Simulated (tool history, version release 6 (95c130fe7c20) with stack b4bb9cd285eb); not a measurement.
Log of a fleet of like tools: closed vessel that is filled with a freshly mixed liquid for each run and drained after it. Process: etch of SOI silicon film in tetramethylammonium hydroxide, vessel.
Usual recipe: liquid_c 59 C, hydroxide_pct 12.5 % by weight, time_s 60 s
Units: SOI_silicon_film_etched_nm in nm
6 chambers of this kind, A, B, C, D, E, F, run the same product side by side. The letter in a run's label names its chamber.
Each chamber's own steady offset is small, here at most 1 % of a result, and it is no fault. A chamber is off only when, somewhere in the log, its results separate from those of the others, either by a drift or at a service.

run	day	liquid_c	hydroxide_pct	time_s	hours since the thermometer was replaced	hours since the hydroxide flow meter was replaced	read-back film thickness of the SOI silicon film reference wafer, read on the same gauge (nm)	SOI_silicon_film_etched_nm
1C	0.300	59	12.5	60	958.9	245.2	90.017	203.180
2B	0.521	59	12.5	60	55.4	1069.1	89.993	200.390
3F	0.817	59	12.5	60	1758.4	354.2	90.004	200.210
4A	1.112	59	12.5	60	370.5	224.9	90.012	200.490
5E	1.358	59	12.5	60	393.8	391.9	89.998	201.200
6D	1.521	59	12.5	60	253.1	1171.4	89.954	202.170
7B	1.817	59	12.5	60	86.5	1100.2	89.977	198.990
8C	2.108	59	12.5	60	1002.3	288.6	89.975	199.420
9F	2.292	59	12.5	60	1793.8	389.6	90.035	200.900
10D	2.429	59	15.0	60	274.9	1193.2	89.967	183.790
11E	2.704	59	15.0	60	426.1	424.2	90.039	184.200
12A	2.900	59	15.0	60	413.4	267.8	90.020	183.450
13D	3.138	59	15.0	60	291.9	1210.2	90.006	184.960
14B	3.442	59	15.0	60	125.5	1139.2	89.992	182.830
15E	3.742	59	15.0	60	451.0	449.1	89.995	182.490
16C	3.883	59	12.5	60	1044.9	331.2	90.055	201.010
17A	4.071	59	12.5	60	441.5	295.9	89.987	201.340
18F	4.325	59	12.5	60	1842.6	438.4	90.043	201.700
19B	4.500	59	12.5	60	150.9	1164.6	90.002	199.810
20E	4.779	59	12.5	60	475.9	474.0	89.990	200.760
21A	5.000	59	16.0	30	463.8	318.2	89.976	90.086
22C	5.283	59	16.0	30	1078.5	364.8	90.061	90.304
23D	5.438	59	16.0	30	347.1	1265.4	90.003	90.920
24F	5.625	59	16.0	30	1873.8	469.6	90.011	89.720
# day 5.812: chamber F: hydroxide flow meter replaced
25A	5.817	59	16.0	30	483.4	337.8	90.040	90.227
26F	6.017	59	16.0	30	1883.2	5.0	89.998	89.180
27D	6.154	59	12.5	60	364.3	1282.6	90.008	201.090
28C	6.321	59	12.5	60	1103.4	389.7	89.993	201.620
29B	6.454	59	12.5	60	197.8	1211.5	89.990	201.420
30E	6.671	59	12.5	60	521.3	519.4	90.004	202.320
31C	6.862	59	12.5	60	1116.4	402.7	90.016	200.500
32B	7.038	59	12.5	60	211.8	1225.5	90.026	200.590
33F	7.217	59	12.5	60	1912.0	33.8	89.997	201.180
# day 7.462: chamber F: thermometer replaced
34E	7.504	59	12.5	60	541.3	539.4	90.015	200.500
35A	7.788	59	12.5	60	530.7	385.1	90.000	200.500
36D	8.017	59	12.5	60	409.0	1327.3	90.020	202.230
37B	8.217	59	12.5	60	240.1	1253.8	89.962	200.090
38F	8.471	59	12.5	60	24.2	63.9	89.996	200.190
39C	8.729	56	12.5	60	1161.2	447.5	89.993	165.600
40A	8.942	56	12.5	60	558.4	412.8	90.005	165.740
41D	9.075	56	12.5	60	434.4	1352.7	89.949	167.110
42E	9.292	56	12.5	60	584.2	582.3	89.976	166.760

The same settings go to every chamber for the next run, one line per chamber below. Forecast the results for each:
43A	9.508	59	12.5	60				?
43B	9.508	59	12.5	60				?
43C	9.508	59	12.5	60				?
43D	9.508	59	12.5	60				?
43E	9.508	59	12.5	60				?
43F	9.508	59	12.5	60				?

run	SOI_silicon_film_etched_nm
43A	200.410
43B	198.210
43C	200.510
43D	203.140
43E	200.960
43F	201.780
